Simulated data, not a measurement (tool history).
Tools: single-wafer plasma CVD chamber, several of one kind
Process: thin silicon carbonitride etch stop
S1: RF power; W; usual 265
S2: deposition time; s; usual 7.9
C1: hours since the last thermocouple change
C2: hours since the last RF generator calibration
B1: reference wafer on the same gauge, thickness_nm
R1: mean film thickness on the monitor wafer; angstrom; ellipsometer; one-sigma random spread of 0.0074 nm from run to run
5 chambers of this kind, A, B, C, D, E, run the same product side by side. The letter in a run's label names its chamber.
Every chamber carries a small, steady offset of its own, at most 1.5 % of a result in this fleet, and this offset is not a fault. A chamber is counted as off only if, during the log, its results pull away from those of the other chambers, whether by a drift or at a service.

Run 1A, hour 11.9: usual settings; C1 1074.2; C2 1356.4; B1 5.5364. Result: R1 48.439 angstrom.
Run 2B, hour 18.3: usual settings; C1 1355.7; C2 579.9; B1 5.5387. Result: R1 48.35 angstrom.
Run 3D, hour 28.1: usual settings; C1 1643.7; C2 2019.6; B1 5.5354. Result: R1 48.725 angstrom.
Run 4C, hour 36.7: usual settings; C1 668.6; C2 560.3; B1 5.5363. Result: R1 49.053 angstrom.
Run 5E, hour 42.3: usual settings; C1 2411.8; C2 1540.1; B1 5.5345. Result: R1 48.766 angstrom.
At hour 49.9: chamber B: thermocouple changed; heater temperature recalibrated.
Run 6A, hour 52.4: usual settings; C1 1114.7; C2 1396.9; B1 5.5337. Result: R1 48.4 angstrom.
Run 7C, hour 58.1: usual settings; C1 690; C2 581.7; B1 5.5338. Result: R1 49.103 angstrom.
Run 8B, hour 69.4: usual settings; C1 19.5; C2 631; B1 5.5303. Result: R1 48.174 angstrom.
Run 9D, hour 79.4: usual settings; C1 1695; C2 2070.9; B1 5.531. Result: R1 48.626 angstrom.
Run 10E, hour 89: usual settings; C1 2458.5; C2 1586.8; B1 5.5282. Result: R1 48.618 angstrom.
Run 11C, hour 94.7: usual settings; C1 726.6; C2 618.3; B1 5.5283. Result: R1 49.158 angstrom.
Run 12D, hour 104.9: usual settings but S1 295 W, S2 7.27 s; C1 1720.5; C2 2096.4; B1 5.5264. Result: R1 46.119 angstrom.
Run 13E, hour 116.4: usual settings but S1 295 W, S2 7.27 s; C1 2485.9; C2 1614.2; B1 5.5268. Result: R1 46.245 angstrom.
Run 14B, hour 124.3: usual settings but S1 295 W, S2 7.27 s; C1 74.4; C2 685.9; B1 5.5277. Result: R1 45.809 angstrom.
Run 15A, hour 133.6: usual settings but S1 295 W, S2 7.27 s; C1 1195.9; C2 1478.1; B1 5.5258. Result: R1 45.92 angstrom.
Run 16C, hour 145.4: usual settings but S1 295 W, S2 7.27 s; C1 777.3; C2 669; B1 5.5226. Result: R1 46.625 angstrom.
Run 17B, hour 154.2: usual settings; C1 104.3; C2 715.8; B1 5.5222. Result: R1 48.09 angstrom.
Run 18D, hour 163.1: usual settings; C1 1778.7; C2 2154.6; B1 5.5219. Result: R1 48.596 angstrom.
Run 19E, hour 175.3: usual settings; C1 2544.8; C2 1673.1; B1 5.5181. Result: R1 48.579 angstrom.
At hour 181.5: chamber D: thermocouple changed; heater temperature recalibrated.
Run 20A, hour 185.6: usual settings; C1 1247.9; C2 1530.1; B1 5.5177. Result: R1 48.248 angstrom.
Run 21A, hour 191.7: usual settings; C1 1254; C2 1536.2; B1 5.5143. Result: R1 48.28 angstrom.
Run 22C, hour 199.8: usual settings; C1 831.7; C2 723.4; B1 5.5129. Result: R1 49.003 angstrom.
At hour 202.9: chamber A: thermocouple changed; heater temperature recalibrated.
At hour 207: chamber C: RF generator calibrated.
Run 23D, hour 209.7: usual settings; C1 28.2; C2 2201.2; B1 5.5135. Result: R1 48.502 angstrom.
At hour 217: chamber B: RF generator calibrated.
Run 24B, hour 220.6: usual settings; C1 170.7; C2 3.6; B1 5.514. Result: R1 48.187 angstrom.
Run 25E, hour 226.9: usual settings; C1 2596.4; C2 1724.7; B1 5.5117. Result: R1 48.593 angstrom.
Run 26A, hour 233.5: usual settings but S1 305 W, S2 9.12 s; C1 30.6; C2 1578; B1 5.5117. Result: R1 58.023 angstrom.
Run 27E, hour 243.8: usual settings but S1 305 W, S2 9.12 s; C1 2613.3; C2 1741.6; B1 5.5084. Result: R1 58.62 angstrom.
Run 28D, hour 251.1: usual settings but S1 305 W, S2 9.12 s; C1 69.6; C2 2242.6; B1 5.5104. Result: R1 58.43 angstrom.
Run 29B, hour 263.7: usual settings but S1 305 W, S2 9.12 s; C1 213.8; C2 46.7; B1 5.5078. Result: R1 57.86 angstrom.
Run 30C, hour 273.6: usual settings but S1 305 W, S2 9.12 s; C1 905.5; C2 66.6; B1 5.505. Result: R1 58.727 angstrom.

Is one chamber out of step, is the gauge drifting, or do the chambers differ by no more than their own small offsets? For an off chamber, give its letter and the likeliest cause.

Every chamber seems to shift together because the gauge that measures them all drifts; the chambers themselves are fine.
Most likely cause: gauge reads low (%) = 0.622.

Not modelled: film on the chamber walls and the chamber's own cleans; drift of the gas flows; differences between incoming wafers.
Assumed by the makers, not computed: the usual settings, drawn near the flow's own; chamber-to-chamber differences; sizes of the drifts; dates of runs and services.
